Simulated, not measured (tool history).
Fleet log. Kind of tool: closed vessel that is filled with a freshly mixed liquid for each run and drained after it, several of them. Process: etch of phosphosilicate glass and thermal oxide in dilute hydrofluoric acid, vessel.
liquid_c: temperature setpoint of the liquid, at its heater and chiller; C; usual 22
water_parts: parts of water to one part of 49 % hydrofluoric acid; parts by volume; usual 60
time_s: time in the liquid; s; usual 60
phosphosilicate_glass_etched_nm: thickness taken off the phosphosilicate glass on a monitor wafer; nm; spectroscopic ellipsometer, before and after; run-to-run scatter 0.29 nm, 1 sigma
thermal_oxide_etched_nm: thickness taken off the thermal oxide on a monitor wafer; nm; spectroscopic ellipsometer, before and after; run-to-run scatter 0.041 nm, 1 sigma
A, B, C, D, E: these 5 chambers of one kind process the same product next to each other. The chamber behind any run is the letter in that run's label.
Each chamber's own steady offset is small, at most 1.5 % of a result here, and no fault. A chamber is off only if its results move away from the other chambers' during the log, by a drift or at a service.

run	hour	liquid_c	water_parts	time_s	hours since the thermometer was replaced	hours since the hydrofluoric acid flow meter was replaced	read-back film thickness of the phosphosilicate glass reference wafer, read on the same gauge (nm)	read-back film thickness of the thermal oxide reference wafer, read on the same gauge (nm)	phosphosilicate_glass_etched_nm	thermal_oxide_etched_nm
1B	5	22	60	60	950	230.2	139.98	139.99	72.459	4.6019
2E	13.6	22	60	60	426.1	496.7	140.01	140.03	72.308	4.5279
3C	23.9	22	60	60	1186	485	140.02	139.97	73.258	4.4935
4A	31.3	22	60	60	1374.6	352.9	140.03	139.98	73.567	4.5477
5D	39.4	22	45	35	505.9	337	140.02	140.03	58.012	3.613
6B	47.9	22	45	35	992.9	273.1	140.03	140.03	57.41	3.6027
7E	58.2	22	45	35	470.7	541.3	140.04	139.98	56.95	3.6462
8A	68.5	22	45	35	1411.8	390.1	139.97	140.03	57.988	3.6325
9D	76.2	22	45	35	542.7	373.8	139.99	139.94	57.848	3.5931
# hour 77.7: chamber C: hydrofluoric acid flow meter replaced
10C	84.5	19.5	60	60	1246.6	6.8	139.99	139.98	65.295	4.0957
11B	91.2	19.5	60	60	1036.2	316.4	139.98	140.02	65.259	4.0733
12D	100.1	19.5	60	60	566.6	397.7	140.02	140.04	65.978	4.101
13E	107	19.5	60	60	519.5	590.1	140	139.99	65.535	4.1527
14A	115.2	19.5	60	60	1458.5	436.8	140	140.02	65.545	4.0958
15C	120	22	60	60	1282.1	42.3	140.04	139.98	73.416	4.5677
16A	128.8	22	60	60	1472.1	450.4	139.97	140.03	73.292	4.5642
17B	135.9	22	60	60	1080.9	361.1	140.01	140.01	72.196	4.5233
18C	140.7	22	70	45	1302.8	63	140.02	140.01	46.957	2.8662
19E	145.9	22	70	45	558.4	629	140.01	139.98	45.639	2.88
20D	151.6	22	70	45	618.1	449.2	139.99	140.03	46.682	2.9307
21B	156.5	22	70	45	1101.5	381.7	139.97	140	45.825	2.9262
22A	163.4	22	70	45	1506.7	485	140.03	140.01	46.768	2.9288
23D	173.4	18	60	60	639.9	471	140	140.03	61.525	3.8696
24C	182.9	18	60	60	1345	105.2	140.01	140.04	61.918	3.7979
25E	190.3	18	60	60	602.8	673.4	139.99	140.01	61.312	3.8961
# hour 194.8: chamber D: thermometer replaced
26B	197.3	18	60	60	1142.3	422.5	140.01	140	61.414	3.9058
27E	203.1	18	60	60	615.6	686.2	140	139.98	61.014	3.8589
28C	208.3	22	60	60	1370.4	130.6	139.96	139.98	73.678	4.4261
29A	212.9	22	60	60	1556.2	534.5	140.01	139.97	73.404	4.5272
30D	223.1	22	60	60	28.3	520.7	139.99	139.96	73.524	4.5252
31A	232.6	18	75	60	1575.9	554.2	139.98	139.97	48.323	3.01
32D	240.9	18	75	60	46.1	538.5	139.99	139.99	48.651	3.0138
33B	246	18	75	60	1191	471.2	139.98	140.01	48.118	3.0612
34C	250.6	18	75	60	1412.7	172.9	140.02	140.01	49.117	2.9862

Next, every chamber runs the same settings. What will each give?
35A	258.1	22	70	60					?	?
35B	258.1	22	70	60					?	?
35C	258.1	22	70	60					?	?
35D	258.1	22	70	60					?	?
35E	258.1	22	70	60					?	?

run	phosphosilicate_glass_etched_nm	thermal_oxide_etched_nm
35A	61.745	3.8828
35B	61.197	3.8501
35C	62.4	3.8945
35D	62.204	3.8665
35E	60.931	3.8493
